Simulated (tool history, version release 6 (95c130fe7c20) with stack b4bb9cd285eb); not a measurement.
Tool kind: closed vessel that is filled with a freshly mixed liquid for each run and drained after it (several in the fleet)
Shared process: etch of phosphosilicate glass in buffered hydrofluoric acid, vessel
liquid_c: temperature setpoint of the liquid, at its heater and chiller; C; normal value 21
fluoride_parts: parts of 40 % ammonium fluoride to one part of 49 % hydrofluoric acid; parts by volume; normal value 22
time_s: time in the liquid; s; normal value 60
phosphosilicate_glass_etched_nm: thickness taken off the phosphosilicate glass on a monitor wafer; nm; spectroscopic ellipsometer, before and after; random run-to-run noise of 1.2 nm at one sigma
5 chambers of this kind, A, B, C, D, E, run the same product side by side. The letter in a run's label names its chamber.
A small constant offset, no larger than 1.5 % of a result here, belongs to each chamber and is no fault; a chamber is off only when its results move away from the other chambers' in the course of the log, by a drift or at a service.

run	hour	liquid_c	fluoride_parts	time_s	read-back film thickness of the phosphosilicate glass reference wafer, read on the same gauge (nm)	phosphosilicate_glass_etched_nm
1B	10.5	21	22	60	149.97	136.59
2E	18.1	21	22	60	149.99	135.92
3A	25.3	21	22	60	150.02	135.7
4C	31.9	21	22	60	150	131.9
5D	37.1	21	22	60	150	132.15
6E	45.9	21	22	60	150.01	137.03
7A	53.1	21	22	60	149.98	134.32
8C	61.2	21	22	60	150.01	132.45
9B	70.9	21	22	60	150	138.75
10D	79.9	21	22	60	149.99	135.27
11E	84.5	21	22	60	150.01	135.08
12A	90.7	21	22	60	150	133.71
13C	95.7	21	22	60	150.01	131.37
14D	104.7	21	22	60	149.99	135.97
15B	111.9	21	22	60	150	136.87
16B	116.5	21	22	60	150.01	136.47
17A	121.5	21	22	60	149.98	135.08
# hour 125.6: chamber D: hydrofluoric acid flow meter replaced
18C	128.7	21	22	60	150	130.42
19D	134.1	21	22	60	150.01	136.88
20E	142.2	21	22	30	149.98	67.112
21A	150.5	21	22	30	149.97	68.227
22E	158.9	21	22	30	150	68.151
23C	163.7	21	22	30	149.99	64.063
24D	169.6	21	22	30	149.96	67.373
25B	176.4	21	22	60	150.04	138.33
26B	185.7	19	28.5	60	149.97	102.88
27E	193.5	19	28.5	60	149.99	102.25
28C	201.8	19	28.5	60	150	95.585
29A	209.6	19	28.5	60	149.96	102.13
30D	218.1	19	28.5	60	149.97	99.813
31E	227.6	21	22	60	149.99	135.86
32C	236	21	22	60	150.02	127.33
33D	245.7	21	22	60	150.03	136.03
34A	252.8	21	22	60	150	135.81

Decide between three cases: one chamber stands off from its peers, the gauge reading all wafers drifts, or nothing is wrong past each chamber's small offset. Where a chamber is off, say which and what most likely put it there.

Chamber C drifts away from the others.
What lies behind it: hydrofluoric acid flow below the setpoint (%) = 8.91.
With only this log, it may be confused with: liquid colder than its thermometer reads (K).

Here are 4 candidates for chamber C's next run, each the usual settings with a change, their results left as question marks. Which one brings its results back in line with what the others give on the usual settings?
Allowed miss from the other chambers' usual-settings mean, per result, to count as in line: phosphosilicate_glass_etched_nm 4.2 nm
35C-1	260.4	24	22	60		?
35C-2	260.4	21	28	60		?
35C-3	260.4	21.5	20.5	60		?
35C-4	260.4	21	24.5	60		?

On the usual settings, the other chambers give on average: phosphosilicate_glass_etched_nm 135.79 nm
run	phosphosilicate_glass_etched_nm
35C-1	148.79
35C-2	105.84
35C-3	135.7
35C-4	116.74
Change 35C-3 lands the chamber within the allowed miss of the other chambers.
